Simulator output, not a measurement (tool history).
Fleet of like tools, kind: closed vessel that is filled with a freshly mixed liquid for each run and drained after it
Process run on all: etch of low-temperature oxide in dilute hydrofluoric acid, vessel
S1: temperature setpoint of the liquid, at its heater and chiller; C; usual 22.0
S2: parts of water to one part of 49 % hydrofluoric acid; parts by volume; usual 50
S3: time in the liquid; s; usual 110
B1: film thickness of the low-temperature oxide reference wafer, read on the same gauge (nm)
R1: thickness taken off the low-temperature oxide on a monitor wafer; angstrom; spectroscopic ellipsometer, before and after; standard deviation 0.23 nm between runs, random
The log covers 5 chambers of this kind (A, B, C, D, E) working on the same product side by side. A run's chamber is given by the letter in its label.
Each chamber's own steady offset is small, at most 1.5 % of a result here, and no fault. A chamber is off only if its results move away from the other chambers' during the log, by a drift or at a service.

run 1A hour=4.6 | S1=22.0 S2=50 S3=110 | B1=79.983 | R1=302.92
run 2C hour=8.6 | S1=22.0 S2=50 S3=110 | B1=79.973 | R1=292.25
run 3B hour=14.5 | S1=22.0 S2=50 S3=110 | B1=79.971 | R1=292.80
-- hour=17.3 chamber C: thermometer replaced
run 4E hour=19.8 | S1=22.0 S2=50 S3=110 | B1=80.008 | R1=293.54
-- hour=24.3 chamber A: hydrofluoric acid flow meter replaced
run 5D hour=25.6 | S1=22.0 S2=50 S3=110 | B1=79.982 | R1=298.11
run 6A hour=30.9 | S1=22.0 S2=50 S3=110 | B1=80.007 | R1=300.30
run 7C hour=34.0 | S1=22.0 S2=50 S3=110 | B1=79.990 | R1=298.98
run 8D hour=37.0 | S1=22.0 S2=50 S3=110 | B1=79.987 | R1=292.50
run 9E hour=40.0 | S1=22.0 S2=50 S3=110 | B1=80.044 | R1=298.57
run 10B hour=45.4 | S1=22.0 S2=50 S3=110 | B1=80.001 | R1=294.90
run 11A hour=49.9 | S1=22.0 S2=65 S3=55 | B1=79.936 | R1=113.36
run 12E hour=56.0 | S1=22.0 S2=65 S3=55 | B1=79.999 | R1=110.89
run 13C hour=62.1 | S1=22.0 S2=65 S3=55 | B1=80.001 | R1=111.91
run 14B hour=66.5 | S1=22.0 S2=65 S3=55 | B1=79.970 | R1=112.52
run 15D hour=69.5 | S1=22.0 S2=65 S3=55 | B1=80.013 | R1=111.29
run 16E hour=72.5 | S1=22.0 S2=50 S3=110 | B1=80.014 | R1=293.05
run 17D hour=77.8 | S1=22.0 S2=50 S3=110 | B1=80.007 | R1=290.15
run 18B hour=82.5 | S1=22.0 S2=50 S3=110 | B1=79.959 | R1=292.95
run 19A hour=85.3 | S1=22.0 S2=50 S3=110 | B1=80.010 | R1=300.09
run 20C hour=91.7 | S1=22.0 S2=50 S3=110 | B1=79.969 | R1=292.64
-- hour=94.3 chamber C: hydrofluoric acid flow meter replaced
run 21B hour=96.3 | S1=22.0 S2=40 S3=85 | B1=79.958 | R1=291.89
run 22D hour=99.1 | S1=22.0 S2=40 S3=85 | B1=79.993 | R1=291.47
run 23C hour=103.1 | S1=22.0 S2=40 S3=85 | B1=80.001 | R1=284.72
run 24E hour=106.9 | S1=22.0 S2=40 S3=85 | B1=79.974 | R1=287.29
run 25A hour=113.2 | S1=22.0 S2=40 S3=85 | B1=79.964 | R1=293.83
run 26C hour=119.6 | S1=22.0 S2=50 S3=110 | B1=79.969 | R1=292.24
run 27B hour=125.7 | S1=22.0 S2=50 S3=110 | B1=79.994 | R1=292.09
run 28E hour=129.5 | S1=22.0 S2=50 S3=110 | B1=80.019 | R1=291.27
run 29A hour=135.4 | S1=17.5 S2=65 S3=110 | B1=80.029 | R1=188.88
run 30D hour=141.2 | S1=17.5 S2=65 S3=110 | B1=80.026 | R1=182.79
run 31A hour=144.8 | S1=17.5 S2=65 S3=110 | B1=79.983 | R1=189.63
run 32D hour=150.0 | S1=17.5 S2=65 S3=110 | B1=79.986 | R1=184.87
run 33E hour=153.9 | S1=17.5 S2=65 S3=110 | B1=80.033 | R1=183.21
-- hour=155.9 chamber A: thermometer replaced
run 34B hour=159.1 | S1=22.0 S2=50 S3=110 | B1=80.014 | R1=299.24
run 35C hour=164.1 | S1=22.0 S2=50 S3=110 | B1=79.952 | R1=293.81
run 36C hour=168.1 | S1=22.0 S2=50 S3=110 | B1=79.973 | R1=299.43
run 37E hour=171.5 | S1=22.0 S2=50 S3=110 | B1=80.037 | R1=293.65
run 38A hour=175.0 | S1=22.0 S2=50 S3=110 | B1=79.981 | R1=296.99

Next, every chamber runs the same settings. What will each give?
run 39A hour=179.7 | S1=22.0 S2=50 S3=110 | R1=?
run 39B hour=179.7 | S1=22.0 S2=50 S3=110 | R1=?
run 39C hour=179.7 | S1=22.0 S2=50 S3=110 | R1=?
run 39D hour=179.7 | S1=22.0 S2=50 S3=110 | R1=?
run 39E hour=179.7 | S1=22.0 S2=50 S3=110 | R1=?

run=39A R1=297.01
run=39B R1=295.70
run=39C R1=291.49
run=39D R1=295.23
run=39E R1=290.48
